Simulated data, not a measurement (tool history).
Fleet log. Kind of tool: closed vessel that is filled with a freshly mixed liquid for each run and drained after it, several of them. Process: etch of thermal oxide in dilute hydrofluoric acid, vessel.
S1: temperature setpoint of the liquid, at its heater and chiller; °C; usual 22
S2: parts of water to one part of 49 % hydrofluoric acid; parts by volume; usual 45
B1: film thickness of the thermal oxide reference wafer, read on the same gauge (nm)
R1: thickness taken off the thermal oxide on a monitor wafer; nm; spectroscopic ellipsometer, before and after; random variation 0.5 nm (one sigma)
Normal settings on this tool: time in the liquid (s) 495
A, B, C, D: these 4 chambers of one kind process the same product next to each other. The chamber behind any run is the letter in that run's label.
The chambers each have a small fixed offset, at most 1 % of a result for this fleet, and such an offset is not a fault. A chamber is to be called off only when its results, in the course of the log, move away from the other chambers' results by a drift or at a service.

{"run": "1B", "day": 0.546, "S1": 22, "S2": 45, "time in the liquid (s)": 495, "B1": 29.979, "R1": 51.734}
{"run": "2D", "day": 1.017, "S1": 22, "S2": 45, "time in the liquid (s)": 495, "B1": 30.004, "R1": 51.005}
{"run": "3C", "day": 1.412, "S1": 22, "S2": 45, "time in the liquid (s)": 495, "B1": 30.003, "R1": 50.489}
{"day": 1.429, "done": "chamber B: thermometer replaced"}
{"run": "4A", "day": 1.729, "S1": 22, "S2": 45, "time in the liquid (s)": 495, "B1": 29.987, "R1": 52.04}
{"run": "5C", "day": 2.196, "S1": 22, "S2": 45, "time in the liquid (s)": 495, "B1": 30.019, "R1": 50.936}
{"run": "6B", "day": 2.696, "S1": 22, "S2": 45, "time in the liquid (s)": 495, "B1": 29.983, "R1": 51.201}
{"run": "7D", "day": 3.075, "S1": 22, "S2": 45, "time in the liquid (s)": 495, "B1": 29.985, "R1": 51.073}
{"run": "8A", "day": 3.492, "S1": 22, "S2": 45, "time in the liquid (s)": 495, "B1": 29.997, "R1": 51.411}
{"run": "9D", "day": 3.996, "S1": 26.5, "S2": 45, "time in the liquid (s)": 495, "B1": 30.002, "R1": 62.181}
{"run": "10B", "day": 4.333, "S1": 26.5, "S2": 45, "time in the liquid (s)": 495, "B1": 30.004, "R1": 62.572}
{"run": "11A", "day": 4.842, "S1": 26.5, "S2": 45, "time in the liquid (s)": 495, "B1": 29.994, "R1": 62.124}
{"run": "12C", "day": 5.267, "S1": 26.5, "S2": 45, "time in the liquid (s)": 495, "B1": 30.008, "R1": 62.59}
{"run": "13C", "day": 5.721, "S1": 18.5, "S2": 45, "time in the liquid (s)": 320, "B1": 29.998, "R1": 28.606}
{"run": "14A", "day": 6.254, "S1": 18.5, "S2": 45, "time in the liquid (s)": 320, "B1": 29.99, "R1": 28.502}
{"run": "15D", "day": 6.688, "S1": 18.5, "S2": 45, "time in the liquid (s)": 320, "B1": 30.003, "R1": 28.238}
{"run": "16B", "day": 6.988, "S1": 18.5, "S2": 45, "time in the liquid (s)": 320, "B1": 30, "R1": 28.96}
{"run": "17D", "day": 7.388, "S1": 22, "S2": 45, "time in the liquid (s)": 495, "B1": 30.001, "R1": 49.843}
{"run": "18A", "day": 7.858, "S1": 25, "S2": 45, "time in the liquid (s)": 495, "B1": 30.007, "R1": 57.756}
{"run": "19B", "day": 8.329, "S1": 25, "S2": 45, "time in the liquid (s)": 495, "B1": 30, "R1": 57.836}
{"run": "20C", "day": 8.904, "S1": 25, "S2": 45, "time in the liquid (s)": 495, "B1": 30.02, "R1": 56.265}
{"run": "21D", "day": 9.433, "S1": 25, "S2": 45, "time in the liquid (s)": 495, "B1": 30.007, "R1": 55.721}
{"day": 9.629, "done": "chamber A: hydrofluoric acid flow meter replaced"}
{"run": "22B", "day": 10.008, "S1": 22, "S2": 35, "time in the liquid (s)": 495, "B1": 30.001, "R1": 65.794}
{"run": "23C", "day": 10.571, "S1": 22, "S2": 35, "time in the liquid (s)": 495, "B1": 29.991, "R1": 65.738}
{"run": "24A", "day": 10.838, "S1": 22, "S2": 35, "time in the liquid (s)": 495, "B1": 29.997, "R1": 68.174}
{"run": "25D", "day": 11.358, "S1": 22, "S2": 35, "time in the liquid (s)": 495, "B1": 29.993, "R1": 65.018}
{"run": "26A", "day": 11.675, "S1": 22, "S2": 45, "time in the liquid (s)": 495, "B1": 29.996, "R1": 51.401}
{"day": 12.058, "done": "chamber C: hydrofluoric acid flow meter replaced"}
{"run": "27C", "day": 12.138, "S1": 22, "S2": 45, "time in the liquid (s)": 495, "B1": 29.996, "R1": 50.474}
{"run": "28B", "day": 12.567, "S1": 22, "S2": 45, "time in the liquid (s)": 495, "B1": 30.01, "R1": 51.611}
{"run": "29B", "day": 12.946, "S1": 22, "S2": 35, "time in the liquid (s)": 740, "B1": 30.008, "R1": 99.572}
{"run": "30D", "day": 13.367, "S1": 22, "S2": 35, "time in the liquid (s)": 740, "B1": 30.006, "R1": 93.949}
{"day": 13.404, "done": "chamber D: thermometer replaced"}
{"run": "31A", "day": 13.917, "S1": 22, "S2": 35, "time in the liquid (s)": 740, "B1": 29.994, "R1": 99.631}
{"run": "32C", "day": 14.454, "S1": 22, "S2": 35, "time in the liquid (s)": 740, "B1": 30.011, "R1": 97.873}
{"run": "33C", "day": 15.05, "S1": 22, "S2": 45, "time in the liquid (s)": 495, "B1": 30.005, "R1": 51.454}
{"run": "34A", "day": 15.4, "S1": 22, "S2": 35, "time in the liquid (s)": 630, "B1": 29.992, "R1": 85.864}
{"run": "35D", "day": 15.962, "S1": 22, "S2": 35, "time in the liquid (s)": 630, "B1": 30.013, "R1": 78.846}

Does one chamber stand apart from the rest, does the shared gauge drift, or is all well apart from small per-chamber offsets? Give the chamber and the most likely cause, where there is one.

One chamber, D, drifts off from the rest bit by bit.
Most likely cause: hydrofluoric acid flow below the setpoint (%) = 6.89.

Which of the 4 candidates below, each the usual settings with something changed and its results left as question marks, puts chamber D back in line with what the other chambers give on the usual settings?
To be in line, a result may differ from the other chambers' mean on the usual settings by at most: R1 1.8 nm
{"run": "36D-1", "day": 16.392, "S1": 22, "S2": 45, "time in the liquid (s)": 570, "R1": "?"}
{"run": "36D-2", "day": 16.392, "S1": 21.5, "S2": 45, "time in the liquid (s)": 435, "R1": "?"}
{"run": "36D-3", "day": 16.392, "S1": 22, "S2": 45, "time in the liquid (s)": 530, "R1": "?"}
{"run": "36D-4", "day": 16.392, "S1": 22, "S2": 45, "time in the liquid (s)": 460, "R1": "?"}

Mean of the other chambers on the usual settings: R1 51.235 nm
run=36D-1 R1=54.557
run=36D-2 R1=40.771
run=36D-3 R1=50.728
run=36D-4 R1=44.028
36D-3 puts the chamber back in line with the other chambers.
